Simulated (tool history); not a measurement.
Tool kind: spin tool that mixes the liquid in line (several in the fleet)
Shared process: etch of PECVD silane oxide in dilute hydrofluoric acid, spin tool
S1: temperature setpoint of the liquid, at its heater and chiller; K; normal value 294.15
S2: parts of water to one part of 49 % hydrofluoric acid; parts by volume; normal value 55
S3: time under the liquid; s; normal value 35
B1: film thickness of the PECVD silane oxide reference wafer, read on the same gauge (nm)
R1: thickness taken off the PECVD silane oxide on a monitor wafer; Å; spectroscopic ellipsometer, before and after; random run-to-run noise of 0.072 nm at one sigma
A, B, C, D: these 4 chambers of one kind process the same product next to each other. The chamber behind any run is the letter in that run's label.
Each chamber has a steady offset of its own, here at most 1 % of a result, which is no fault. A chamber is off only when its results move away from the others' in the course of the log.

run	hour	S1	S2	S3	B1	R1
1A	12.5	294.15	55	35	140.00	89.848
# hour 17.1: chamber A: thermometer replaced
2C	22.4	294.15	55	35	140.00	90.372
3B	33.4	294.15	55	35	140.03	88.548
4D	42.8	294.15	55	35	140.00	89.257
5A	51.0	294.15	55	35	140.00	89.420
6C	60.6	294.15	55	35	140.03	89.023
7D	69.8	294.15	55	35	140.04	89.029
8B	77.9	294.15	55	35	139.98	90.045
9C	90.1	294.15	55	35	140.00	88.897
10D	98.6	294.15	55	35	139.99	87.322
11B	108.9	294.15	55	35	139.98	90.020
12A	114.9	294.15	55	35	140.01	88.008
13A	128.9	294.15	70	45	140.04	88.480
14D	139.0	294.15	70	45	140.00	87.460
15B	146.5	294.15	70	45	140.02	87.776
16C	155.5	294.15	70	45	140.00	85.626
# hour 162.0: chamber C: hydrofluoric acid flow meter replaced
17C	167.6	294.15	55	35	140.02	86.844
# hour 168.3: chamber D: hydrofluoric acid flow meter replaced
18A	173.8	294.15	55	35	139.98	88.789
19B	185.1	294.15	55	35	139.98	90.589
20D	196.8	294.15	55	35	140.01	88.169
21D	206.5	294.15	55	35	139.98	87.548
22B	218.6	294.15	55	35	140.01	90.467
23A	231.2	294.15	55	35	139.99	88.412
24C	239.8	294.15	55	35	139.97	84.624
25D	249.0	294.15	55	35	140.01	88.561
26C	257.7	298.15	55	25	140.00	70.664
27B	266.6	298.15	55	25	140.00	74.604
# hour 276.4: chamber D: thermometer replaced
28A	279.8	298.15	55	25	140.03	75.634
29B	287.7	298.15	55	25	139.99	75.064
30D	297.8	294.15	55	35	140.00	87.314
31A	307.8	294.15	55	35	139.97	89.242
32C	321.0	294.15	55	35	140.02	82.416
33D	329.2	294.15	55	35	139.96	88.948
34C	339.1	294.15	55	35	139.96	82.349
35A	351.2	294.15	55	35	139.98	88.666
36B	357.8	296.65	55	20	139.98	56.032

All chambers now run identical settings, listed one chamber a line with results as question marks. What results will each chamber show?
37A	367.9	294.15	55	35		?
37B	367.9	294.15	55	35		?
37C	367.9	294.15	55	35		?
37D	367.9	294.15	55	35		?

run	R1
37A	88.991
37B	90.352
37C	80.582
37D	89.174
